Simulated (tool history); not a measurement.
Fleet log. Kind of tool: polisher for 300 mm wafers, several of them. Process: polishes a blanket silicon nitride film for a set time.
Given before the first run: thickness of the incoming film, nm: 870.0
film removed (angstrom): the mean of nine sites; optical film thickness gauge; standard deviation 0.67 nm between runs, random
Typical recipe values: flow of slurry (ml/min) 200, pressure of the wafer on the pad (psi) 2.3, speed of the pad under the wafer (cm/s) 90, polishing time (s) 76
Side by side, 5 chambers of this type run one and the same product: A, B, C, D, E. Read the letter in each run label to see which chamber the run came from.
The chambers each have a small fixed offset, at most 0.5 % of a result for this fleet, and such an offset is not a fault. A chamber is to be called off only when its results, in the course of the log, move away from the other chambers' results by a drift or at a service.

run	hour	flow of slurry (ml/min)	pressure of the wafer on the pad (psi)	speed of the pad under the wafer (cm/s)	polishing time (s)	wafers polished on this pad	hours since the slurry nozzle was cleaned	hours since the head pressure was calibrated	film removed (angstrom)
1D	9.6	200	2.3	90	76	883	16.6	1115.1	740.58
# hour 11.1: chamber E: worn pad replaced by a new one
2B	17.9	200	2.3	90	76	253	424.1	137.6	741.58
# hour 26.3: chamber C: head pressure recalibrated
3A	28.7	200	2.3	90	76	369	211.9	397.8	747.01
4C	39.4	200	2.3	90	76	709	350.6	13.1	748.51
5E	47.1	200	2.3	90	76	396	104.5	554	732.01
# hour 48.9: chamber C: worn pad replaced by a new one
6A	55.4	200	2.3	90	76	663	238.6	424.5	737.87
# hour 69.5: chamber E: head pressure recalibrated
7C	71.8	200	2.3	90	76	252	383	45.5	753.37
# hour 74.6: chamber B: slurry nozzle cleaned
# hour 76.3: chamber D: worn pad replaced by a new one
8B	81.5	200	2.3	90	76	953	6.9	201.2	738.95
# hour 84.3: chamber B: worn pad replaced by a new one
# hour 87.2: chamber A: slurry nozzle cleaned
9E	90.3	235	2.3	90	76	871	147.7	20.9	749.79
# hour 93.4: chamber A: worn pad replaced by a new one
# hour 98.9: chamber E: worn pad replaced by a new one
10D	104.5	235	2.3	90	76	310	111.5	1210	761.81
11C	117.3	235	2.3	90	76	752	428.5	91	747.87
12E	128.1	235	2.3	90	76	321	185.5	58.7	737
13B	136.5	235	2.3	90	76	574	61.9	256.2	754.66
# hour 137.2: chamber C: worn pad replaced by a new one
# hour 137.7: chamber E: slurry nozzle cleaned
14D	145.2	200	2.3	90	76	758	152.2	1250.7	749.62
# hour 158.3: chamber B: worn pad replaced by a new one
15A	159.3	200	2.3	90	76	725	72.1	528.4	737.27
# hour 160.2: chamber D: head pressure recalibrated
16D	173.6	200	2.3	90	76	1070	180.6	13.5	746.48
# hour 179.6: chamber E: worn pad replaced by a new one
# hour 185.9: chamber A: worn pad replaced by a new one
17C	189.2	200	2.3	90	76	572	500.4	162.9	734.37
18E	205.6	200	2.3	90	76	287	67.9	136.2	730.53
# hour 214.3: chamber D: worn pad replaced by a new one
# hour 214.4: chamber C: worn pad replaced by a new one
# hour 217.6: chamber D: slurry nozzle cleaned
19B	221.3	200	2.3	104	76	693	146.7	341	851.11
20A	234.9	200	2.3	104	76	539	147.7	604	825.1
# hour 236.6: chamber B: worn pad replaced by a new one
21B	249.1	200	2.3	104	76	137	174.5	368.8	849.9
22E	263	200	2.3	104	76	918	125.3	193.6	827.61
# hour 268: chamber E: worn pad replaced by a new one
# hour 270.2: chamber A: worn pad replaced by a new one
23D	271.9	200	2.3	104	76	634	54.3	111.8	832.51
24C	279.8	200	2.3	90	76	720	591	253.5	736.37
# hour 289: chamber C: worn pad replaced by a new one
25A	289.8	200	2.3	90	76	215	202.6	658.9	731.26
26A	303.4	200	2.3	90	76	365	216.2	672.5	739.54
# hour 314.1: chamber B: worn pad replaced by a new one
27C	316.2	200	2.3	90	76	299	627.4	289.9	745.29
28B	324.2	200	2.3	90	76	111	249.6	443.9	772.45
29E	339.9	200	2.3	90	76	791	202.2	270.5	731.95
# hour 341.4: chamber E: slurry nozzle cleaned
# hour 348.2: chamber E: worn pad replaced by a new one
30D	352.8	200	2.3	90	76	1524	135.2	192.7	733.53
31C	366.5	200	2.3	90	76	853	677.7	340.2	740.74
# hour 369.9: chamber A: slurry nozzle cleaned
# hour 376.9: chamber A: worn pad replaced by a new one
32E	381.7	200	2.3	90	76	368	40.3	312.3	728.89
33B	396.7	200	2.3	90	76	909	322.1	516.4	778.73
34A	405.5	200	2.3	90	95	315	35.7	774.6	921.07

Each of the 5 chambers runs these same settings next. Fill in every chamber's results:
35A	417.4	200	2.3	104	76				?
35B	417.4	200	2.3	104	76				?
35C	417.4	200	2.3	104	76				?
35D	417.4	200	2.3	104	76				?
35E	417.4	200	2.3	104	76				?

run	film removed (angstrom)
35A	833.16
35B	868.34
35C	825.14
35D	825.31
35E	831.35
